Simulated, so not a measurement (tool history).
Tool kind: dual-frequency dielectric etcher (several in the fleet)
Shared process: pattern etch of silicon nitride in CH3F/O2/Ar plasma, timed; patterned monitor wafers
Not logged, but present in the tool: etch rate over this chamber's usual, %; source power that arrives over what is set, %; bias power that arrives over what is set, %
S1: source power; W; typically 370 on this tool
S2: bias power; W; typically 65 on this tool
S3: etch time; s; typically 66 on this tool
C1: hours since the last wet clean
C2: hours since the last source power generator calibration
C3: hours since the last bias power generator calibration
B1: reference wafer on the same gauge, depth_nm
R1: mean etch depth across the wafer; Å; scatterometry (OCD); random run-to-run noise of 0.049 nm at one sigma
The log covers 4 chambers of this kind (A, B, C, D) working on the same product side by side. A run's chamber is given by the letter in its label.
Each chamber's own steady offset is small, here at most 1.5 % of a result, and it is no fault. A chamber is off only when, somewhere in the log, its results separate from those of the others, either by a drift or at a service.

| run | day | S1 | S2 | S3 | C1 | C2 | C3 | B1 | R1 |
|---|---|---|---|---|---|---|---|---|---|
| 1D | 0.292 | 370 | 65 | 66 | 195.6 | 1372.9 | 1407.6 | 42.8 | 434.38 |
| 2B | 0.833 | 370 | 65 | 66 | 370.7 | 1498.6 | 2380.2 | 42.814 | 433.03 |
| 3C | 1.208 | 370 | 65 | 66 | 38.1 | 703.9 | 1912.7 | 42.817 | 435.21 |
| 4A | 1.492 | 370 | 65 | 66 | 120.2 | 607.8 | 1599.3 | 42.823 | 428.08 |
| 5C | 1.938 | 370 | 65 | 66 | 55.6 | 721.4 | 1930.2 | 42.821 | 436.41 |
| 6A | 2.258 | 370 | 65 | 66 | 138.6 | 626.2 | 1617.7 | 42.825 | 428.43 |
| 7D | 2.708 | 370 | 65 | 66 | 253.6 | 1430.9 | 1465.6 | 42.839 | 434.07 |
| 8B | 3 | 370 | 65 | 66 | 422.7 | 1550.6 | 2432.2 | 42.844 | 432.83 |
| 9A | 3.258 | 370 | 65 | 66 | 162.6 | 650.2 | 1641.7 | 42.832 | 429.3 |
| 10C | 3.617 | 370 | 65 | 66 | 95.9 | 761.7 | 1970.5 | 42.845 | 435.74 |
| 11D | 4.1 | 370 | 65 | 66 | 287 | 1464.3 | 1499 | 42.853 | 434.71 |
| 12B | 4.388 | 370 | 65 | 66 | 456 | 1583.9 | 2465.5 | 42.852 | 432.91 |
| 13C | 4.712 | 370 | 65 | 66 | 122.2 | 788 | 1996.8 | 42.877 | 436.42 |
| 14B | 5.167 | 370 | 65 | 66 | 474.7 | 1602.6 | 2484.2 | 42.878 | 432.77 |
| 15D | 5.433 | 370 | 65 | 66 | 319 | 1496.3 | 1531 | 42.869 | 434.8 |
| 16A | 5.738 | 370 | 65 | 66 | 222.1 | 709.7 | 1701.2 | 42.88 | 429.29 |
| 17D | 6.042 | 370 | 65 | 66 | 333.6 | 1510.9 | 1545.6 | 42.873 | 434.11 |
| 18C | 6.317 | 370 | 65 | 66 | 160.7 | 826.5 | 2035.3 | 42.881 | 435.85 |
| 19B | 6.6 | 370 | 65 | 66 | 509.1 | 1637 | 2518.6 | 42.89 | 433.79 |
| 20A | 7.112 | 370 | 65 | 66 | 255.1 | 742.7 | 1734.2 | 42.882 | 429.58 |
| 21A | 7.479 | 370 | 65 | 66 | 263.9 | 751.5 | 1743 | 42.911 | 429.65 |
| 22D | 7.85 | 370 | 65 | 66 | 377 | 1554.3 | 1589 | 42.89 | 436.59 |
|  | 8.208 | chamber D: wet clean of the chamber |
| 23C | 8.275 | 370 | 65 | 66 | 207.7 | 873.5 | 2082.3 | 42.903 | 436.65 |
| 24B | 8.688 | 370 | 65 | 66 | 559.2 | 1687.1 | 2568.7 | 42.911 | 433.66 |
|  | 8.838 | chamber B: wet clean of the chamber |
| 25A | 9.154 | 370 | 65 | 78 | 304.1 | 791.7 | 1783.2 | 42.915 | 508.22 |
| 26B | 9.667 | 370 | 65 | 78 | 19.9 | 1710.6 | 2592.2 | 42.925 | 512.91 |
| 27D | 10.012 | 370 | 65 | 78 | 43.3 | 1606.2 | 1640.9 | 42.922 | 515.27 |
| 28C | 10.504 | 370 | 65 | 78 | 261.2 | 927 | 2135.8 | 42.948 | 517.31 |
| 29C | 10.808 | 370 | 65 | 66 | 268.5 | 934.3 | 2143.1 | 42.933 | 437.35 |
| 30D | 11.358 | 310 | 65 | 66 | 75.6 | 1638.5 | 1673.2 | 42.952 | 407.08 |
| 31A | 11.842 | 310 | 65 | 66 | 368.6 | 856.2 | 1847.7 | 42.967 | 402.15 |
| 32B | 12.338 | 310 | 65 | 66 | 84 | 1774.7 | 2656.3 | 42.954 | 405.48 |
| 33B | 12.717 | 310 | 65 | 66 | 93.1 | 1783.8 | 2665.4 | 42.973 | 405.1 |
| 34D | 13.15 | 370 | 65 | 66 | 118.6 | 1681.5 | 1716.2 | 42.985 | 436.09 |
| 35A | 13.708 | 370 | 65 | 66 | 413.4 | 901 | 1892.5 | 42.987 | 430.92 |
| 36C | 14.088 | 370 | 65 | 66 | 347.2 | 1013 | 2221.8 | 42.975 | 437.97 |
| 37B | 14.396 | 370 | 65 | 66 | 133.4 | 1824.1 | 2705.7 | 42.981 | 434.2 |
| 38D | 14.9 | 370 | 65 | 66 | 160.6 | 1723.5 | 1758.2 | 42.996 | 436.43 |

Next, all 4 chambers run the settings below, one line each with question marks for the results. What does each chamber give?
| 39A | 15.304 | 320 | 65 | 66 |  |  |  |  | ? |
| 39B | 15.304 | 320 | 65 | 66 |  |  |  |  | ? |
| 39C | 15.304 | 320 | 65 | 66 |  |  |  |  | ? |
| 39D | 15.304 | 320 | 65 | 66 |  |  |  |  | ? |

| run | R1 |
|---|---|
| 39A | 407.53 |
| 39B | 411.1 |
| 39C | 414.1 |
| 39D | 412.21 |

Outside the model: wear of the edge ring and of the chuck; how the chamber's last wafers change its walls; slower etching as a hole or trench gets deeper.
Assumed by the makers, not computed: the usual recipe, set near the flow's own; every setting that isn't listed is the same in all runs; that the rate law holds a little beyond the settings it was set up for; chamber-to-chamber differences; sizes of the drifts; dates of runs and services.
